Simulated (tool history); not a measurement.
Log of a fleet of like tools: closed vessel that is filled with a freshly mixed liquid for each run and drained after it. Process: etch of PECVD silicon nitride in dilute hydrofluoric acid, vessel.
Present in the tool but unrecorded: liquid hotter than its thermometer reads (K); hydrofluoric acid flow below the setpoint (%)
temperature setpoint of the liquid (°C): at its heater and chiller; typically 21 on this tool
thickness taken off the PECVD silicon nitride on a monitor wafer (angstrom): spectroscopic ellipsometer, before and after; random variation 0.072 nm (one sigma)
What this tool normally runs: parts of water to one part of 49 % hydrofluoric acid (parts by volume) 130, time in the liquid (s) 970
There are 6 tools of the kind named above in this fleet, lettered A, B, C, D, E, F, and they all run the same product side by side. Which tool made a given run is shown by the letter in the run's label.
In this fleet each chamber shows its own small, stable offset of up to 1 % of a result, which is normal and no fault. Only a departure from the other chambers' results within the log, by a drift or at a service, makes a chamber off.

run,hour,temperature setpoint of the liquid (°C),parts of water to one part of 49 % hydrofluoric acid (parts by volume),time in the liquid (s),hours since the thermometer was replaced,hours since the hydrofluoric acid flow meter was replaced,"read-back film thickness of the PECVD silicon nitride reference wafer, read on the same gauge (nm)",thickness taken off the PECVD silicon nitride on a monitor wafer (angstrom)
1A,4.9,21,130,970,187.4,403.0,59.965,181.78
2E,9.1,21,130,970,1954.7,202.3,60.035,180.70
3C,13.3,21,130,970,132.9,466.2,60.007,180.15
4B,17.7,21,130,970,898.3,1543.0,59.970,180.01
5F,22.1,21,130,970,792.8,136.8,59.964,182.82
6D,25.7,21,130,970,828.1,560.9,59.993,180.54
7E,31.7,21,130,970,1977.3,224.9,59.988,179.80
8F,36.9,21,130,970,807.6,151.6,59.983,181.43
9B,41.2,21,130,970,921.8,1566.5,60.033,181.11
10A,47.2,21,130,970,229.7,445.3,59.995,181.41
11D,53.1,21,130,970,855.5,588.3,59.965,179.40
12C,58.3,21,130,970,177.9,511.2,59.983,179.66
13A,64.8,21,130,970,247.3,462.9,59.969,181.00
14F,71.4,21,130,970,842.1,186.1,60.005,182.61
15E,75.9,21,130,970,2021.5,269.1,60.029,180.87
16B,80.9,21,130,970,961.5,1606.2,60.035,180.16
17D,84.5,21,95,560,886.9,619.7,60.013,141.64
18C,89.8,21,95,560,209.4,542.7,59.956,142.69
19F,93.0,21,95,560,863.7,207.7,60.028,143.11
20A,99.5,21,95,560,282.0,497.6,59.968,142.77
21C,102.9,21,95,560,222.5,555.8,59.991,143.40
22B,107.1,21,95,560,987.7,1632.4,59.971,141.95
23D,110.1,21,130,970,912.5,645.3,60.012,179.55
24E,113.9,21,130,970,2059.5,307.1,59.993,179.89
25C,117.1,21,130,970,236.7,570.0,60.005,182.83
26D,123.0,21,130,970,925.4,658.2,60.024,180.81
27E,129.0,21,130,970,2074.6,322.2,59.987,180.63
28F,132.7,21,130,970,903.4,247.4,60.026,182.12
29B,136.5,21,130,970,1017.1,1661.8,60.008,179.16
30A,139.7,21,130,970,322.2,537.8,59.969,182.00
# hour 143.1: chamber E: thermometer replaced
31B,143.8,21,130,970,1024.4,1669.1,59.992,178.53
32C,148.2,26,130,410,267.8,601.1,60.004,109.52
33A,154.3,26,130,410,336.8,552.4,59.973,107.46
34E,158.6,26,130,410,15.6,351.8,59.982,105.14
35D,163.7,26,130,410,966.1,698.9,59.989,105.40
36F,169.7,26,130,410,940.4,284.4,60.009,106.89
37C,173.3,26,130,410,292.9,626.2,59.974,110.36
38A,180.1,21,130,970,362.6,578.2,59.965,180.38

Each of the 6 chambers runs these same settings next. Fill in every chamber's results:
39A,184.9,21,130,970,,,,?
39B,184.9,21,130,970,,,,?
39C,184.9,21,130,970,,,,?
39D,184.9,21,130,970,,,,?
39E,184.9,21,130,970,,,,?
39F,184.9,21,130,970,,,,?

run,thickness taken off the PECVD silicon nitride on a monitor wafer (angstrom)
39A,181.66
39B,179.46
39C,189.57
39D,180.20
39E,179.86
39F,182.14
